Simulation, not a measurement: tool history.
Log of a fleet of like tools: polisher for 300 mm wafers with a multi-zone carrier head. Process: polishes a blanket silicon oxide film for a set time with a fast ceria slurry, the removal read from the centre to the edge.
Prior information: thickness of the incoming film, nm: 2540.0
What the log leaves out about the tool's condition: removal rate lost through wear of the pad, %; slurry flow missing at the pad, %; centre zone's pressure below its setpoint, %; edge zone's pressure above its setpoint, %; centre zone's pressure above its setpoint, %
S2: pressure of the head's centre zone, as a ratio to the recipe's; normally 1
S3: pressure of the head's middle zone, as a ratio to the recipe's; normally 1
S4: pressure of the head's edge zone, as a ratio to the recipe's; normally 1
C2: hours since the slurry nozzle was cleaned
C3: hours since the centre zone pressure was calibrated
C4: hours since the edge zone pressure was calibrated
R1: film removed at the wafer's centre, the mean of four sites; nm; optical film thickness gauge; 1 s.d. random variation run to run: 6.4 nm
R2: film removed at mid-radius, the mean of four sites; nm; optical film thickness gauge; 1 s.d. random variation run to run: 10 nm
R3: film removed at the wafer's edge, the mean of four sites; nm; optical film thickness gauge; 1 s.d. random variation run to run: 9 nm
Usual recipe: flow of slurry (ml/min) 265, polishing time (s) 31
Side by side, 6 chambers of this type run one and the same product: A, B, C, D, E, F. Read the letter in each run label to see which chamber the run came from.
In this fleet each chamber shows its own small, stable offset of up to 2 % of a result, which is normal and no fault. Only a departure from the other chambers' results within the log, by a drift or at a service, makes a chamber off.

{"run": "1D", "hour": 7.2, "flow of slurry (ml/min)": 265, "S2": 1, "S3": 1, "S4": 1, "polishing time (s)": 31, "wafers polished on this pad": 1035, "C2": 551, "C3": 951.1, "C4": 954.2, "R1": 719.21, "R2": 712.79, "R3": 735.84}
{"hour": 10.5, "done": "chamber E: worn pad replaced by a new one"}
{"hour": 14.9, "done": "chamber D: worn pad replaced by a new one"}
{"hour": 15.2, "done": "chamber A: edge zone pressure recalibrated"}
{"run": "2A", "hour": 16.4, "flow of slurry (ml/min)": 265, "S2": 1, "S3": 1, "S4": 1, "polishing time (s)": 31, "wafers polished on this pad": 520, "C2": 59.4, "C3": 300.8, "C4": 1.3, "R1": 735.44, "R2": 743.4, "R3": 723.7}
{"hour": 19.2, "done": "chamber B: worn pad replaced by a new one"}
{"run": "3C", "hour": 29.6, "flow of slurry (ml/min)": 265, "S2": 1, "S3": 1, "S4": 1, "polishing time (s)": 31, "wafers polished on this pad": 507, "C2": 159.7, "C3": 1067.7, "C4": 138.7, "R1": 731.09, "R2": 723.63, "R3": 720.03}
{"run": "4B", "hour": 43.6, "flow of slurry (ml/min)": 265, "S2": 1, "S3": 1, "S4": 1, "polishing time (s)": 31, "wafers polished on this pad": 334, "C2": 336.7, "C3": 433.9, "C4": 44.6, "R1": 723.77, "R2": 720.7, "R3": 728.38}
{"hour": 50.7, "done": "chamber C: centre zone pressure recalibrated"}
{"run": "5E", "hour": 55.6, "flow of slurry (ml/min)": 265, "S2": 1, "S3": 1, "S4": 1, "polishing time (s)": 31, "wafers polished on this pad": 617, "C2": 254.7, "C3": 138.5, "C4": 399.6, "R1": 727.2, "R2": 713.14, "R3": 716.21}
{"hour": 65.7, "done": "chamber C: worn pad replaced by a new one"}
{"run": "6F", "hour": 69.6, "flow of slurry (ml/min)": 265, "S2": 1, "S3": 1, "S4": 1, "polishing time (s)": 31, "wafers polished on this pad": 1187, "C2": 373.3, "C3": 125.5, "C4": 498.7, "R1": 728.47, "R2": 724.37, "R3": 724.13}
{"run": "7F", "hour": 77.0, "flow of slurry (ml/min)": 265, "S2": 1, "S3": 1, "S4": 1, "polishing time (s)": 31, "wafers polished on this pad": 1288, "C2": 380.7, "C3": 132.9, "C4": 506.1, "R1": 720.21, "R2": 731.91, "R3": 715.2}
{"hour": 80.2, "done": "chamber E: worn pad replaced by a new one"}
{"hour": 82.5, "done": "chamber D: worn pad replaced by a new one"}
{"run": "8D", "hour": 89.2, "flow of slurry (ml/min)": 265, "S2": 1, "S3": 1, "S4": 1, "polishing time (s)": 31, "wafers polished on this pad": 92, "C2": 633, "C3": 1033.1, "C4": 1036.2, "R1": 715.89, "R2": 717.21, "R3": 715.67}
{"hour": 95.3, "done": "chamber A: worn pad replaced by a new one"}
{"hour": 99.4, "done": "chamber F: worn pad replaced by a new one"}
{"hour": 101.4, "done": "chamber B: worn pad replaced by a new one"}
{"run": "9E", "hour": 101.5, "flow of slurry (ml/min)": 265, "S2": 1, "S3": 1, "S4": 1, "polishing time (s)": 31, "wafers polished on this pad": 292, "C2": 300.6, "C3": 184.4, "C4": 445.5, "R1": 721.17, "R2": 712.3, "R3": 708.31}
{"hour": 104.2, "done": "chamber E: slurry nozzle cleaned"}
{"run": "10C", "hour": 111.6, "flow of slurry (ml/min)": 265, "S2": 1, "S3": 1, "S4": 1, "polishing time (s)": 31, "wafers polished on this pad": 627, "C2": 241.7, "C3": 61, "C4": 220.7, "R1": 724.78, "R2": 728.91, "R3": 727.78}
{"run": "11B", "hour": 126.0, "flow of slurry (ml/min)": 265, "S2": 1, "S3": 1, "S4": 1, "polishing time (s)": 31, "wafers polished on this pad": 337, "C2": 419.1, "C3": 516.3, "C4": 127, "R1": 739.13, "R2": 735.48, "R3": 725.05}
{"run": "12A", "hour": 137.5, "flow of slurry (ml/min)": 265, "S2": 1, "S3": 1, "S4": 1, "polishing time (s)": 31, "wafers polished on this pad": 577, "C2": 180.5, "C3": 421.9, "C4": 122.4, "R1": 725.94, "R2": 732.99, "R3": 716.97}
{"run": "13A", "hour": 149.7, "flow of slurry (ml/min)": 265, "S2": 1, "S3": 1, "S4": 1, "polishing time (s)": 31, "wafers polished on this pad": 744, "C2": 192.7, "C3": 434.1, "C4": 134.6, "R1": 721.95, "R2": 740.83, "R3": 722.93}
{"hour": 150.2, "done": "chamber E: worn pad replaced by a new one"}
{"hour": 150.5, "done": "chamber D: slurry nozzle cleaned"}
{"hour": 158.3, "done": "chamber C: worn pad replaced by a new one"}
{"run": "14C", "hour": 159.7, "flow of slurry (ml/min)": 265, "S2": 1, "S3": 1, "S4": 1, "polishing time (s)": 31, "wafers polished on this pad": 20, "C2": 289.8, "C3": 109.1, "C4": 268.8, "R1": 722.82, "R2": 714.71, "R3": 731.96}
{"hour": 160.2, "done": "chamber D: worn pad replaced by a new one"}
{"run": "15F", "hour": 171.6, "flow of slurry (ml/min)": 265, "S2": 1, "S3": 1, "S4": 1, "polishing time (s)": 31, "wafers polished on this pad": 987, "C2": 475.3, "C3": 227.5, "C4": 600.7, "R1": 727.76, "R2": 728.62, "R3": 726.82}
{"hour": 171.9, "done": "chamber A: slurry nozzle cleaned"}
{"hour": 178.5, "done": "chamber B: worn pad replaced by a new one"}
{"run": "16D", "hour": 184.9, "flow of slurry (ml/min)": 265, "S2": 1, "S3": 1, "S4": 1, "polishing time (s)": 31, "wafers polished on this pad": 338, "C2": 34.5, "C3": 1128.8, "C4": 1131.9, "R1": 729.01, "R2": 713.98, "R3": 722.79}
{"run": "17E", "hour": 196.7, "flow of slurry (ml/min)": 265, "S2": 1, "S3": 1, "S4": 1, "polishing time (s)": 31, "wafers polished on this pad": 636, "C2": 92.5, "C3": 279.6, "C4": 540.7, "R1": 714.52, "R2": 705.9, "R3": 698.65}
{"hour": 197.9, "done": "chamber F: worn pad replaced by a new one"}
{"hour": 201.6, "done": "chamber F: slurry nozzle cleaned"}
{"hour": 202.5, "done": "chamber B: centre zone pressure recalibrated"}
{"run": "18B", "hour": 206.4, "flow of slurry (ml/min)": 265, "S2": 1, "S3": 1.04, "S4": 1, "polishing time (s)": 20, "wafers polished on this pad": 382, "C2": 499.5, "C3": 4, "C4": 207.4, "R1": 468.48, "R2": 487.05, "R3": 470.45}
{"hour": 206.8, "done": "chamber A: worn pad replaced by a new one"}
{"run": "19C", "hour": 213.8, "flow of slurry (ml/min)": 265, "S2": 1, "S3": 1.04, "S4": 1, "polishing time (s)": 20, "wafers polished on this pad": 759, "C2": 343.9, "C3": 163.2, "C4": 322.9, "R1": 464, "R2": 479.14, "R3": 478.27}
{"hour": 218.2, "done": "chamber E: worn pad replaced by a new one"}
{"run": "20F", "hour": 227.9, "flow of slurry (ml/min)": 265, "S2": 1, "S3": 1.04, "S4": 1, "polishing time (s)": 20, "wafers polished on this pad": 410, "C2": 26.3, "C3": 283.8, "C4": 657, "R1": 476.18, "R2": 497.82, "R3": 475.76}
{"hour": 231.3, "done": "chamber D: worn pad replaced by a new one"}
{"run": "21E", "hour": 235.0, "flow of slurry (ml/min)": 265, "S2": 1, "S3": 1.04, "S4": 1, "polishing time (s)": 20, "wafers polished on this pad": 229, "C2": 130.8, "C3": 317.9, "C4": 579, "R1": 466.93, "R2": 478.37, "R3": 468.81}
{"run": "22A", "hour": 244.7, "flow of slurry (ml/min)": 265, "S2": 1, "S3": 1.04, "S4": 1, "polishing time (s)": 20, "wafers polished on this pad": 518, "C2": 72.9, "C3": 529.1, "C4": 229.6, "R1": 455.47, "R2": 479.43, "R3": 471.32}
{"run": "23B", "hour": 252.6, "flow of slurry (ml/min)": 265, "S2": 1, "S3": 1.04, "S4": 1, "polishing time (s)": 20, "wafers polished on this pad": 1013, "C2": 545.7, "C3": 50.2, "C4": 253.6, "R1": 470.14, "R2": 491.61, "R3": 454.15}
{"hour": 255.1, "done": "chamber C: worn pad replaced by a new one"}
{"hour": 260.4, "done": "chamber B: worn pad replaced by a new one"}
{"run": "24D", "hour": 262.9, "flow of slurry (ml/min)": 265, "S2": 1, "S3": 1, "S4": 1, "polishing time (s)": 31, "wafers polished on this pad": 432, "C2": 112.5, "C3": 1206.8, "C4": 1209.9, "R1": 724.15, "R2": 718.15, "R3": 717.92}
{"run": "25D", "hour": 277.0, "flow of slurry (ml/min)": 265, "S2": 1, "S3": 1, "S4": 1, "polishing time (s)": 31, "wafers polished on this pad": 625, "C2": 126.6, "C3": 1220.9, "C4": 1224, "R1": 728.06, "R2": 730.47, "R3": 721.97}
{"run": "26C", "hour": 283.5, "flow of slurry (ml/min)": 265, "S2": 1, "S3": 1, "S4": 1, "polishing time (s)": 31, "wafers polished on this pad": 388, "C2": 413.6, "C3": 232.9, "C4": 392.6, "R1": 735.44, "R2": 740.17, "R3": 737.58}
{"hour": 289.6, "done": "chamber F: worn pad replaced by a new one"}
{"run": "27E", "hour": 294.4, "flow of slurry (ml/min)": 265, "S2": 1, "S3": 1, "S4": 1, "polishing time (s)": 31, "wafers polished on this pad": 1041, "C2": 190.2, "C3": 377.3, "C4": 638.4, "R1": 722.89, "R2": 713.03, "R3": 717.27}
{"hour": 298.7, "done": "chamber E: worn pad replaced by a new one"}
{"run": "28F", "hour": 301.2, "flow of slurry (ml/min)": 265, "S2": 1, "S3": 1, "S4": 1, "polishing time (s)": 31, "wafers polished on this pad": 158, "C2": 99.6, "C3": 357.1, "C4": 730.3, "R1": 740.22, "R2": 734.14, "R3": 740.72}
{"run": "29A", "hour": 310.8, "flow of slurry (ml/min)": 265, "S2": 1, "S3": 1, "S4": 1, "polishing time (s)": 31, "wafers polished on this pad": 1422, "C2": 139, "C3": 595.2, "C4": 295.7, "R1": 688.92, "R2": 732.57, "R3": 733.44}
{"hour": 319.3, "done": "chamber D: worn pad replaced by a new one"}
{"hour": 320.3, "done": "chamber A: worn pad replaced by a new one"}
{"run": "30B", "hour": 321.1, "flow of slurry (ml/min)": 265, "S2": 1, "S3": 1, "S4": 1, "polishing time (s)": 31, "wafers polished on this pad": 829, "C2": 614.2, "C3": 118.7, "C4": 322.1, "R1": 714.68, "R2": 730.76, "R3": 718.12}
{"run": "31F", "hour": 328.6, "flow of slurry (ml/min)": 265, "S2": 1, "S3": 1, "S4": 1, "polishing time (s)": 31, "wafers polished on this pad": 533, "C2": 127, "C3": 384.5, "C4": 757.7, "R1": 732.01, "R2": 747.94, "R3": 717.38}
{"hour": 330.1, "done": "chamber B: slurry nozzle cleaned"}
{"run": "32C", "hour": 336.2, "flow of slurry (ml/min)": 265, "S2": 1, "S3": 1, "S4": 1, "polishing time (s)": 31, "wafers polished on this pad": 1109, "C2": 466.3, "C3": 285.6, "C4": 445.3, "R1": 717.64, "R2": 722.97, "R3": 751.28}
{"hour": 343.4, "done": "chamber B: worn pad replaced by a new one"}
{"run": "33A", "hour": 344.7, "flow of slurry (ml/min)": 265, "S2": 1, "S3": 1, "S4": 1, "polishing time (s)": 31, "wafers polished on this pad": 334, "C2": 172.9, "C3": 629.1, "C4": 329.6, "R1": 680, "R2": 740.54, "R3": 726}
{"hour": 345.0, "done": "chamber C: worn pad replaced by a new one"}
{"run": "34D", "hour": 356.5, "flow of slurry (ml/min)": 265, "S2": 1, "S3": 1, "S4": 1, "polishing time (s)": 31, "wafers polished on this pad": 509, "C2": 206.1, "C3": 1300.4, "C4": 1303.5, "R1": 729.12, "R2": 742.22, "R3": 720.26}
{"hour": 363.6, "done": "chamber C: slurry nozzle cleaned"}
{"run": "35B", "hour": 364.5, "flow of slurry (ml/min)": 265, "S2": 1, "S3": 1, "S4": 1, "polishing time (s)": 31, "wafers polished on this pad": 289, "C2": 34.4, "C3": 162.1, "C4": 365.5, "R1": 729.28, "R2": 727.49, "R3": 731.71}
{"run": "36E", "hour": 373.0, "flow of slurry (ml/min)": 265, "S2": 1, "S3": 1, "S4": 1, "polishing time (s)": 31, "wafers polished on this pad": 1015, "C2": 268.8, "C3": 455.9, "C4": 717, "R1": 715.02, "R2": 723.83, "R3": 724.64}
{"run": "37D", "hour": 383.5, "flow of slurry (ml/min)": 265, "S2": 1, "S3": 1, "S4": 1, "polishing time (s)": 31, "wafers polished on this pad": 878, "C2": 233.1, "C3": 1327.4, "C4": 1330.5, "R1": 725.8, "R2": 702.28, "R3": 714.8}
{"run": "38C", "hour": 391.8, "flow of slurry (ml/min)": 265, "S2": 1, "S3": 1, "S4": 0.9, "polishing time (s)": 31, "wafers polished on this pad": 640, "C2": 28.2, "C3": 341.2, "C4": 500.9, "R1": 737.48, "R2": 712.04, "R3": 696.89}

For the next run the whole fleet of 6 chambers uses the same settings. Give each chamber's results:
{"run": "39A", "hour": 402.2, "flow of slurry (ml/min)": 265, "S2": 1, "S3": 1, "S4": 1, "polishing time (s)": 31, "R1": "?", "R2": "?", "R3": "?"}
{"run": "39B", "hour": 402.2, "flow of slurry (ml/min)": 265, "S2": 1, "S3": 1, "S4": 1, "polishing time (s)": 31, "R1": "?", "R2": "?", "R3": "?"}
{"run": "39C", "hour": 402.2, "flow of slurry (ml/min)": 265, "S2": 1, "S3": 1, "S4": 1, "polishing time (s)": 31, "R1": "?", "R2": "?", "R3": "?"}
{"run": "39D", "hour": 402.2, "flow of slurry (ml/min)": 265, "S2": 1, "S3": 1, "S4": 1, "polishing time (s)": 31, "R1": "?", "R2": "?", "R3": "?"}
{"run": "39E", "hour": 402.2, "flow of slurry (ml/min)": 265, "S2": 1, "S3": 1, "S4": 1, "polishing time (s)": 31, "R1": "?", "R2": "?", "R3": "?"}
{"run": "39F", "hour": 402.2, "flow of slurry (ml/min)": 265, "S2": 1, "S3": 1, "S4": 1, "polishing time (s)": 31, "R1": "?", "R2": "?", "R3": "?"}

run=39A R1=673.12 R2=728.52 R3=721.61
run=39B R1=721.58 R2=736.61 R3=722.46
run=39C R1=735.11 R2=730.94 R3=724.54
run=39D R1=718.86 R2=722.72 R3=730.49
run=39E R1=711.04 R2=708.14 R3=710.24
run=39F R1=744.07 R2=736.67 R3=745.66

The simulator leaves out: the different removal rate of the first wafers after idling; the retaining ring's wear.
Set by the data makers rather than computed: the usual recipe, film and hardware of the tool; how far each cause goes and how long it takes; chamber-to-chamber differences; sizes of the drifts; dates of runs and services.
